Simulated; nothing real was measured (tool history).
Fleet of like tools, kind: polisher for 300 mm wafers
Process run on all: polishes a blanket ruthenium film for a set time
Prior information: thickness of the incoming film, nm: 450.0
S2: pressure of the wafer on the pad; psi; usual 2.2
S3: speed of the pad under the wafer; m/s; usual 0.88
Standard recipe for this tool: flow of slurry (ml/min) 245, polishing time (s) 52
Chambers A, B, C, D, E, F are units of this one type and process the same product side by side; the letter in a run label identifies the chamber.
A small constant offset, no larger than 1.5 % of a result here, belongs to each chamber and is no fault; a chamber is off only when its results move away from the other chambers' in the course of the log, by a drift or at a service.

{"run": "1F", "day": 0.108, "flow of slurry (ml/min)": 245, "S2": 2.2, "S3": 0.88, "polishing time (s)": 52, "film removed (angstrom)": 505.87}
{"run": "2C", "day": 0.283, "flow of slurry (ml/min)": 245, "S2": 2.2, "S3": 0.88, "polishing time (s)": 52, "film removed (angstrom)": 497.38}
{"day": 0.371, "done": "chamber C: worn pad replaced by a new one"}
{"run": "3E", "day": 0.4, "flow of slurry (ml/min)": 245, "S2": 2.2, "S3": 0.88, "polishing time (s)": 52, "film removed (angstrom)": 498.92}
{"run": "4D", "day": 0.5, "flow of slurry (ml/min)": 245, "S2": 2.2, "S3": 0.88, "polishing time (s)": 52, "film removed (angstrom)": 516.05}
{"run": "5B", "day": 0.638, "flow of slurry (ml/min)": 245, "S2": 2.2, "S3": 0.88, "polishing time (s)": 52, "film removed (angstrom)": 520.19}
{"run": "6A", "day": 0.808, "flow of slurry (ml/min)": 245, "S2": 2.2, "S3": 0.88, "polishing time (s)": 52, "film removed (angstrom)": 490.1}
{"day": 0.933, "done": "chamber F: slurry nozzle cleaned"}
{"run": "7D", "day": 1.008, "flow of slurry (ml/min)": 245, "S2": 2.2, "S3": 0.88, "polishing time (s)": 52, "film removed (angstrom)": 506.07}
{"day": 1.121, "done": "chamber B: worn pad replaced by a new one"}
{"run": "8C", "day": 1.158, "flow of slurry (ml/min)": 245, "S2": 2.2, "S3": 0.88, "polishing time (s)": 52, "film removed (angstrom)": 499.97}
{"run": "9E", "day": 1.35, "flow of slurry (ml/min)": 245, "S2": 2.2, "S3": 0.88, "polishing time (s)": 52, "film removed (angstrom)": 505.57}
{"run": "10A", "day": 1.488, "flow of slurry (ml/min)": 245, "S2": 2.2, "S3": 0.88, "polishing time (s)": 52, "film removed (angstrom)": 502.51}
{"day": 1.533, "done": "chamber E: worn pad replaced by a new one"}
{"run": "11F", "day": 1.6, "flow of slurry (ml/min)": 245, "S2": 2.2, "S3": 0.88, "polishing time (s)": 52, "film removed (angstrom)": 511.37}
{"run": "12B", "day": 1.771, "flow of slurry (ml/min)": 245, "S2": 2.2, "S3": 0.88, "polishing time (s)": 52, "film removed (angstrom)": 507.73}
{"day": 1.796, "done": "chamber D: worn pad replaced by a new one"}
{"run": "13B", "day": 1.921, "flow of slurry (ml/min)": 300, "S2": 2.2, "S3": 0.88, "polishing time (s)": 65, "film removed (angstrom)": 652.08}
{"run": "14D", "day": 2.075, "flow of slurry (ml/min)": 300, "S2": 2.2, "S3": 0.88, "polishing time (s)": 65, "film removed (angstrom)": 661.71}
{"run": "15A", "day": 2.254, "flow of slurry (ml/min)": 300, "S2": 2.2, "S3": 0.88, "polishing time (s)": 65, "film removed (angstrom)": 640.51}
{"run": "16E", "day": 2.45, "flow of slurry (ml/min)": 300, "S2": 2.2, "S3": 0.88, "polishing time (s)": 65, "film removed (angstrom)": 651.03}
{"run": "17C", "day": 2.542, "flow of slurry (ml/min)": 300, "S2": 2.2, "S3": 0.88, "polishing time (s)": 65, "film removed (angstrom)": 637.02}
{"day": 2.704, "done": "chamber C: worn pad replaced by a new one"}
{"run": "18F", "day": 2.717, "flow of slurry (ml/min)": 300, "S2": 2.2, "S3": 0.88, "polishing time (s)": 65, "film removed (angstrom)": 645.9}
{"run": "19B", "day": 2.821, "flow of slurry (ml/min)": 245, "S2": 2.2, "S3": 0.88, "polishing time (s)": 52, "film removed (angstrom)": 504.03}
{"run": "20D", "day": 3.021, "flow of slurry (ml/min)": 245, "S2": 2.2, "S3": 0.88, "polishing time (s)": 52, "film removed (angstrom)": 515.61}
{"day": 3.054, "done": "chamber F: worn pad replaced by a new one"}
{"run": "21E", "day": 3.133, "flow of slurry (ml/min)": 245, "S2": 2.2, "S3": 0.88, "polishing time (s)": 52, "film removed (angstrom)": 503.62}
{"day": 3.254, "done": "chamber C: head pressure recalibrated"}
{"run": "22A", "day": 3.258, "flow of slurry (ml/min)": 245, "S2": 2.2, "S3": 0.88, "polishing time (s)": 52, "film removed (angstrom)": 498.76}
{"run": "23F", "day": 3.375, "flow of slurry (ml/min)": 245, "S2": 2.2, "S3": 0.88, "polishing time (s)": 52, "film removed (angstrom)": 508.43}
{"day": 3.533, "done": "chamber E: slurry nozzle cleaned"}
{"day": 3.546, "done": "chamber A: slurry nozzle cleaned"}
{"day": 3.554, "done": "chamber B: worn pad replaced by a new one"}
{"run": "24C", "day": 3.554, "flow of slurry (ml/min)": 245, "S2": 2.2, "S3": 0.88, "polishing time (s)": 52, "film removed (angstrom)": 573.04}
{"day": 3.642, "done": "chamber A: worn pad replaced by a new one"}
{"run": "25C", "day": 3.688, "flow of slurry (ml/min)": 245, "S2": 2.2, "S3": 0.88, "polishing time (s)": 52, "film removed (angstrom)": 569.59}
{"run": "26D", "day": 3.862, "flow of slurry (ml/min)": 245, "S2": 2.2, "S3": 0.88, "polishing time (s)": 52, "film removed (angstrom)": 518.51}
{"run": "27E", "day": 4.008, "flow of slurry (ml/min)": 245, "S2": 2.2, "S3": 0.88, "polishing time (s)": 52, "film removed (angstrom)": 496.17}
{"run": "28B", "day": 4.146, "flow of slurry (ml/min)": 245, "S2": 2.2, "S3": 0.88, "polishing time (s)": 52, "film removed (angstrom)": 509.37}
{"run": "29F", "day": 4.296, "flow of slurry (ml/min)": 245, "S2": 2.2, "S3": 0.88, "polishing time (s)": 52, "film removed (angstrom)": 504.26}
{"run": "30A", "day": 4.467, "flow of slurry (ml/min)": 245, "S2": 2.2, "S3": 0.88, "polishing time (s)": 52, "film removed (angstrom)": 509.61}
{"day": 4.492, "done": "chamber D: worn pad replaced by a new one"}
{"run": "31E", "day": 4.604, "flow of slurry (ml/min)": 245, "S2": 2.4, "S3": 0.88, "polishing time (s)": 52, "film removed (angstrom)": 537.2}
{"run": "32A", "day": 4.8, "flow of slurry (ml/min)": 245, "S2": 2.4, "S3": 0.88, "polishing time (s)": 52, "film removed (angstrom)": 562.48}
{"day": 4.854, "done": "chamber E: worn pad replaced by a new one"}
{"run": "33B", "day": 4.975, "flow of slurry (ml/min)": 245, "S2": 2.4, "S3": 0.88, "polishing time (s)": 52, "film removed (angstrom)": 561.93}
{"run": "34C", "day": 5.158, "flow of slurry (ml/min)": 245, "S2": 2.4, "S3": 0.88, "polishing time (s)": 52, "film removed (angstrom)": 607.88}
{"day": 5.292, "done": "chamber C: worn pad replaced by a new one"}
{"run": "35F", "day": 5.333, "flow of slurry (ml/min)": 245, "S2": 2.4, "S3": 0.88, "polishing time (s)": 52, "film removed (angstrom)": 546.23}
{"run": "36D", "day": 5.479, "flow of slurry (ml/min)": 245, "S2": 2.4, "S3": 0.88, "polishing time (s)": 52, "film removed (angstrom)": 561.53}
{"run": "37E", "day": 5.638, "flow of slurry (ml/min)": 245, "S2": 2.2, "S3": 0.88, "polishing time (s)": 52, "film removed (angstrom)": 498.89}
{"run": "38C", "day": 5.783, "flow of slurry (ml/min)": 245, "S2": 2.2, "S3": 0.88, "polishing time (s)": 52, "film removed (angstrom)": 570.14}
{"run": "39F", "day": 5.988, "flow of slurry (ml/min)": 245, "S2": 2.2, "S3": 0.88, "polishing time (s)": 52, "film removed (angstrom)": 510.39}
{"day": 6.012, "done": "chamber B: worn pad replaced by a new one"}
{"run": "40B", "day": 6.167, "flow of slurry (ml/min)": 245, "S2": 2.2, "S3": 0.88, "polishing time (s)": 52, "film removed (angstrom)": 518.85}
{"run": "41D", "day": 6.362, "flow of slurry (ml/min)": 245, "S2": 2.2, "S3": 0.88, "polishing time (s)": 52, "film removed (angstrom)": 507.07}

The same settings go to every chamber for the next run, one line per chamber below. Forecast the results for each:
{"run": "42A", "day": 6.512, "flow of slurry (ml/min)": 245, "S2": 1.8, "S3": 0.88, "polishing time (s)": 52, "film removed (angstrom)": "?"}
{"run": "42B", "day": 6.512, "flow of slurry (ml/min)": 245, "S2": 1.8, "S3": 0.88, "polishing time (s)": 52, "film removed (angstrom)": "?"}
{"run": "42C", "day": 6.512, "flow of slurry (ml/min)": 245, "S2": 1.8, "S3": 0.88, "polishing time (s)": 52, "film removed (angstrom)": "?"}
{"run": "42D", "day": 6.512, "flow of slurry (ml/min)": 245, "S2": 1.8, "S3": 0.88, "polishing time (s)": 52, "film removed (angstrom)": "?"}
{"run": "42E", "day": 6.512, "flow of slurry (ml/min)": 245, "S2": 1.8, "S3": 0.88, "polishing time (s)": 52, "film removed (angstrom)": "?"}
{"run": "42F", "day": 6.512, "flow of slurry (ml/min)": 245, "S2": 1.8, "S3": 0.88, "polishing time (s)": 52, "film removed (angstrom)": "?"}

run=42A film_removed_(angstrom)=415.71
run=42B film_removed_(angstrom)=415.31
run=42C film_removed_(angstrom)=460.13
run=42D film_removed_(angstrom)=406.46
run=42E film_removed_(angstrom)=416.58
run=42F film_removed_(angstrom)=411.50
